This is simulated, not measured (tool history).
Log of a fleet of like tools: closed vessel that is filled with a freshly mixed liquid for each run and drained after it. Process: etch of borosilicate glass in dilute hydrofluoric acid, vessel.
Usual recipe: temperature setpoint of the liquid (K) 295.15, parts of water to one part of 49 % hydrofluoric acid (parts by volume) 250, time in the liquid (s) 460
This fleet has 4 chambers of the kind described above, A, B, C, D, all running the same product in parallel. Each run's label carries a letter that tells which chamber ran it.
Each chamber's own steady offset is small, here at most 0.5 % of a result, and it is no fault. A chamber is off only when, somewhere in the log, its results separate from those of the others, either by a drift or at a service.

| run | hour | temperature setpoint of the liquid (K) | parts of water to one part of 49 % hydrofluoric acid (parts by volume) | time in the liquid (s) | hours since the thermometer was replaced | hours since the hydrofluoric acid flow meter was replaced | read-back film thickness of the borosilicate glass reference wafer, read on the same gauge (nm) | thickness taken off the borosilicate glass on a monitor wafer (Å) |
|---|---|---|---|---|---|---|---|---|
| 1B | 4.9 | 295.15 | 250 | 460 | 91.7 | 141.0 | 120.00 | 276.29 |
| 2A | 9.8 | 295.15 | 250 | 460 | 755.9 | 1073.3 | 120.03 | 270.88 |
| 3C | 19.2 | 295.15 | 250 | 460 | 99.0 | 854.2 | 120.07 | 269.24 |
| 4D | 28.3 | 295.15 | 250 | 460 | 896.8 | 1404.7 | 120.00 | 270.16 |
| 5A | 33.9 | 295.15 | 250 | 460 | 780.0 | 1097.4 | 120.03 | 272.68 |
| 6B | 40.6 | 295.15 | 250 | 460 | 127.4 | 176.7 | 119.99 | 272.48 |
| 7C | 47.8 | 295.15 | 250 | 460 | 127.6 | 882.8 | 119.98 | 272.49 |
| 8D | 55.1 | 295.15 | 250 | 460 | 923.6 | 1431.5 | 119.99 | 272.97 |
| 9D | 63.0 | 295.15 | 250 | 460 | 931.5 | 1439.4 | 120.02 | 269.53 |
| 10C | 72.3 | 295.15 | 250 | 460 | 152.1 | 907.3 | 120.01 | 270.15 |
| 11B | 79.4 | 295.15 | 250 | 460 | 166.2 | 215.5 | 119.99 | 275.70 |
| 12A | 88.5 | 295.15 | 250 | 460 | 834.6 | 1152.0 | 120.01 | 268.98 |
| 13A | 98.4 | 295.15 | 250 | 460 | 844.5 | 1161.9 | 120.00 | 271.81 |
| 14D | 106.3 | 295.15 | 250 | 340 | 974.8 | 1482.7 | 119.97 | 200.31 |
| 15B | 110.7 | 295.15 | 250 | 340 | 197.5 | 246.8 | 120.00 | 199.57 |
| 16C | 116.7 | 295.15 | 250 | 340 | 196.5 | 951.7 | 119.99 | 198.59 |
| 17B | 122.3 | 295.15 | 250 | 340 | 209.1 | 258.4 | 120.02 | 202.34 |
| 18D | 132.2 | 295.15 | 250 | 460 | 1000.7 | 1508.6 | 120.02 | 270.50 |
| 19C | 139.0 | 295.15 | 250 | 460 | 218.8 | 974.0 | 120.04 | 265.67 |
| 20A | 148.9 | 295.15 | 205 | 230 | 895.0 | 1212.4 | 119.99 | 174.61 |
| 21C | 153.9 | 295.15 | 205 | 230 | 233.7 | 988.9 | 120.02 | 170.53 |
| 22A | 162.5 | 295.15 | 205 | 230 | 908.6 | 1226.0 | 120.00 | 171.86 |
| 23B | 169.0 | 295.15 | 205 | 230 | 255.8 | 305.1 | 119.95 | 173.22 |
| 24D | 177.7 | 295.15 | 250 | 460 | 1046.2 | 1554.1 | 119.99 | 273.15 |
|  | 180.0 | chamber A: thermometer replaced |
| 25D | 183.5 | 295.15 | 250 | 460 | 1052.0 | 1559.9 | 119.99 | 271.68 |
| 26A | 189.8 | 295.15 | 250 | 460 | 9.9 | 1253.3 | 119.95 | 271.08 |
| 27C | 199.0 | 295.15 | 250 | 460 | 278.8 | 1034.0 | 120.01 | 262.02 |
| 28B | 206.6 | 295.15 | 250 | 460 | 293.4 | 342.7 | 119.98 | 272.52 |
| 29C | 212.2 | 295.15 | 250 | 460 | 292.0 | 1047.2 | 119.99 | 261.86 |
| 30B | 220.1 | 295.15 | 250 | 460 | 306.9 | 356.2 | 120.04 | 270.36 |
| 31D | 228.2 | 295.15 | 250 | 460 | 1096.7 | 1604.6 | 120.01 | 274.37 |
| 32A | 232.8 | 295.15 | 250 | 460 | 52.9 | 1296.3 | 119.99 | 273.71 |
|  | 235.4 | chamber B: hydrofluoric acid flow meter replaced |
| 33C | 240.3 | 293.15 | 250 | 460 | 320.1 | 1075.3 | 120.01 | 243.06 |
| 34D | 249.7 | 293.15 | 250 | 460 | 1118.2 | 1626.1 | 119.99 | 254.08 |
| 35A | 255.5 | 293.15 | 250 | 460 | 75.6 | 1319.0 | 119.98 | 250.96 |
| 36B | 263.5 | 293.15 | 250 | 460 | 350.3 | 28.2 | 120.04 | 253.25 |
| 37C | 269.2 | 295.15 | 250 | 460 | 349.0 | 1104.2 | 119.93 | 255.63 |
| 38B | 278.2 | 295.15 | 250 | 460 | 365.0 | 42.9 | 120.06 | 275.58 |
| 39A | 287.7 | 295.15 | 250 | 460 | 107.8 | 1351.2 | 119.98 | 270.31 |
| 40D | 295.5 | 295.15 | 250 | 460 | 1164.0 | 1671.9 | 119.97 | 269.77 |
| 41D | 302.0 | 295.15 | 250 | 460 | 1170.5 | 1678.4 | 120.02 | 269.79 |

Is one chamber off against the others, does the gauge drift, or is nothing wrong? If a chamber is off, say which, and what the likeliest cause is.

Chamber C drifts away from the others.
Most likely cause: hydrofluoric acid flow below the setpoint (%) = 5.71.
Not necessarily distinguishable in this log from: liquid colder than its thermometer reads (K).

Which of the 4 candidates below, each the usual settings with something changed and its results left as question marks, puts chamber C back in line with what the other chambers give on the usual settings?
Maximum distance from the other chambers' mean on the usual settings for a result to count as in line: thickness taken off the borosilicate glass on a monitor wafer (Å) 6.40
| 42C-1 | 309.2 | 295.15 | 235 | 460 |  |  |  | ? |
| 42C-2 | 309.2 | 295.15 | 235 | 485 |  |  |  | ? |
| 42C-3 | 309.2 | 294.65 | 270 | 460 |  |  |  | ? |
| 42C-4 | 309.2 | 295.15 | 265 | 460 |  |  |  | ? |

What the other chambers average on the usual settings: thickness taken off the borosilicate glass on a monitor wafer (Å) 271.61
| run | thickness taken off the borosilicate glass on a monitor wafer (Å) |
|---|---|
| 42C-1 | 272.51 |
| 42C-2 | 287.32 |
| 42C-3 | 224.81 |
| 42C-4 | 234.39 |
The right change is 42C-1: it brings the chamber back within the allowed miss of the others.

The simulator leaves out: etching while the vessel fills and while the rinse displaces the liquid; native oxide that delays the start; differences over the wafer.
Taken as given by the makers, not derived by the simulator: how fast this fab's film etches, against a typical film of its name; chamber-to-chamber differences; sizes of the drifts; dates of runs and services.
